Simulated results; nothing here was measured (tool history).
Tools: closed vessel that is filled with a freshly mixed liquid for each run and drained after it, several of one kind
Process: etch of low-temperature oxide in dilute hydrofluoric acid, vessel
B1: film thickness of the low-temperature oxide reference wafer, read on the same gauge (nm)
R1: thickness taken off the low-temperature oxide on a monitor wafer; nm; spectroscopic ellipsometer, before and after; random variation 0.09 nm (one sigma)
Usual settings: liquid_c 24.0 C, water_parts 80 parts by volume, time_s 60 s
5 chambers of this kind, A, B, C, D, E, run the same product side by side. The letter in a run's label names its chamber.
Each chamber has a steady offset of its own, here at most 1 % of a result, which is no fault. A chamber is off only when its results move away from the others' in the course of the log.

{"run": "1D", "hour": 6.0, "liquid_c": 24.0, "water_parts": 80, "time_s": 60, "B1": 150.0, "R1": 9.0622}
{"run": "2B", "hour": 15.2, "liquid_c": 24.0, "water_parts": 80, "time_s": 60, "B1": 150.0, "R1": 9.1254}
{"run": "3C", "hour": 23.0, "liquid_c": 24.0, "water_parts": 80, "time_s": 60, "B1": 149.99, "R1": 9.0829}
{"run": "4E", "hour": 30.7, "liquid_c": 24.0, "water_parts": 80, "time_s": 60, "B1": 150.0, "R1": 9.3169}
{"hour": 32.9, "done": "chamber B: hydrofluoric acid flow meter replaced"}
{"hour": 33.5, "done": "chamber D: thermometer replaced"}
{"run": "5A", "hour": 41.1, "liquid_c": 24.0, "water_parts": 80, "time_s": 60, "B1": 149.99, "R1": 9.3178}
{"run": "6D", "hour": 49.8, "liquid_c": 24.0, "water_parts": 80, "time_s": 60, "B1": 150.01, "R1": 9.2102}
{"run": "7E", "hour": 56.4, "liquid_c": 24.0, "water_parts": 80, "time_s": 60, "B1": 150.01, "R1": 9.3373}
{"run": "8B", "hour": 62.8, "liquid_c": 24.0, "water_parts": 80, "time_s": 60, "B1": 150.02, "R1": 9.123}
{"run": "9C", "hour": 73.2, "liquid_c": 24.0, "water_parts": 80, "time_s": 60, "B1": 150.01, "R1": 9.2373}
{"run": "10A", "hour": 80.9, "liquid_c": 24.0, "water_parts": 80, "time_s": 60, "B1": 150.0, "R1": 9.3238}
{"run": "11B", "hour": 90.5, "liquid_c": 24.0, "water_parts": 80, "time_s": 60, "B1": 150.01, "R1": 9.3106}
{"run": "12E", "hour": 97.5, "liquid_c": 24.0, "water_parts": 80, "time_s": 60, "B1": 149.99, "R1": 9.3001}
{"run": "13C", "hour": 108.0, "liquid_c": 24.0, "water_parts": 80, "time_s": 60, "B1": 150.0, "R1": 9.2333}
{"run": "14D", "hour": 118.0, "liquid_c": 24.0, "water_parts": 80, "time_s": 60, "B1": 150.0, "R1": 9.0838}
{"run": "15A", "hour": 125.8, "liquid_c": 28.5, "water_parts": 55, "time_s": 60, "B1": 149.99, "R1": 16.721}
{"run": "16C", "hour": 136.0, "liquid_c": 28.5, "water_parts": 55, "time_s": 60, "B1": 150.01, "R1": 16.156}
{"run": "17A", "hour": 143.9, "liquid_c": 28.5, "water_parts": 55, "time_s": 60, "B1": 150.01, "R1": 16.765}
{"run": "18B", "hour": 153.0, "liquid_c": 28.5, "water_parts": 55, "time_s": 60, "B1": 149.99, "R1": 16.6}
{"run": "19D", "hour": 158.2, "liquid_c": 28.5, "water_parts": 55, "time_s": 60, "B1": 150.02, "R1": 16.292}
{"run": "20E", "hour": 168.0, "liquid_c": 24.0, "water_parts": 80, "time_s": 60, "B1": 150.0, "R1": 8.8621}
{"run": "21C", "hour": 176.2, "liquid_c": 24.0, "water_parts": 80, "time_s": 60, "B1": 149.99, "R1": 9.2898}
{"run": "22B", "hour": 181.5, "liquid_c": 24.0, "water_parts": 80, "time_s": 60, "B1": 149.98, "R1": 9.1104}
{"run": "23E", "hour": 188.9, "liquid_c": 24.0, "water_parts": 80, "time_s": 60, "B1": 150.0, "R1": 8.8235}
{"run": "24A", "hour": 197.7, "liquid_c": 24.0, "water_parts": 80, "time_s": 60, "B1": 150.0, "R1": 9.3202}
{"run": "25D", "hour": 206.4, "liquid_c": 24.0, "water_parts": 80, "time_s": 60, "B1": 150.0, "R1": 9.1324}
{"run": "26A", "hour": 212.3, "liquid_c": 24.0, "water_parts": 80, "time_s": 60, "B1": 149.99, "R1": 9.1003}
{"run": "27E", "hour": 221.9, "liquid_c": 19.0, "water_parts": 45, "time_s": 60, "B1": 150.01, "R1": 13.196}
{"run": "28B", "hour": 232.5, "liquid_c": 19.0, "water_parts": 45, "time_s": 60, "B1": 149.99, "R1": 13.849}
{"run": "29C", "hour": 242.4, "liquid_c": 19.0, "water_parts": 45, "time_s": 60, "B1": 149.98, "R1": 13.801}
{"run": "30D", "hour": 250.9, "liquid_c": 19.0, "water_parts": 45, "time_s": 60, "B1": 150.0, "R1": 13.821}
{"run": "31D", "hour": 259.2, "liquid_c": 19.0, "water_parts": 45, "time_s": 60, "B1": 150.01, "R1": 13.526}
{"run": "32A", "hour": 265.4, "liquid_c": 24.0, "water_parts": 80, "time_s": 60, "B1": 150.02, "R1": 9.1197}
{"run": "33E", "hour": 272.7, "liquid_c": 24.0, "water_parts": 80, "time_s": 60, "B1": 150.01, "R1": 8.3873}

What goes on in this fleet: one chamber off, a drifting gauge, or nothing beyond the chambers' own small offsets? Name the chamber and the cause, if any.

Chamber E drifts away from the others.
Cause: hydrofluoric acid flow below the setpoint (%) = 10.5.
The log may not tell that from: liquid colder than its thermometer reads (K).

Here are 4 candidates for chamber E's next run, each the usual settings with a change, their results left as question marks. Which one brings its results back in line with what the others give on the usual settings?
In line means no further than this from the other chambers' mean on the usual settings: R1 0.3100 nm
{"run": "34E-1", "hour": 280.4, "liquid_c": 24.5, "water_parts": 80, "time_s": 65, "R1": "?"}
{"run": "34E-2", "hour": 280.4, "liquid_c": 23.0, "water_parts": 80, "time_s": 60, "R1": "?"}
{"run": "34E-3", "hour": 280.4, "liquid_c": 23.5, "water_parts": 80, "time_s": 55, "R1": "?"}
{"run": "34E-4", "hour": 280.4, "liquid_c": 25.0, "water_parts": 80, "time_s": 60, "R1": "?"}

The other chambers' mean on the usual settings: R1 9.2000 nm
run=34E-1 R1=9.1916
run=34E-2 R1=7.9878
run=34E-3 R1=7.4705
run=34E-4 R1=8.6577
34E-1 brings the chamber back in line.

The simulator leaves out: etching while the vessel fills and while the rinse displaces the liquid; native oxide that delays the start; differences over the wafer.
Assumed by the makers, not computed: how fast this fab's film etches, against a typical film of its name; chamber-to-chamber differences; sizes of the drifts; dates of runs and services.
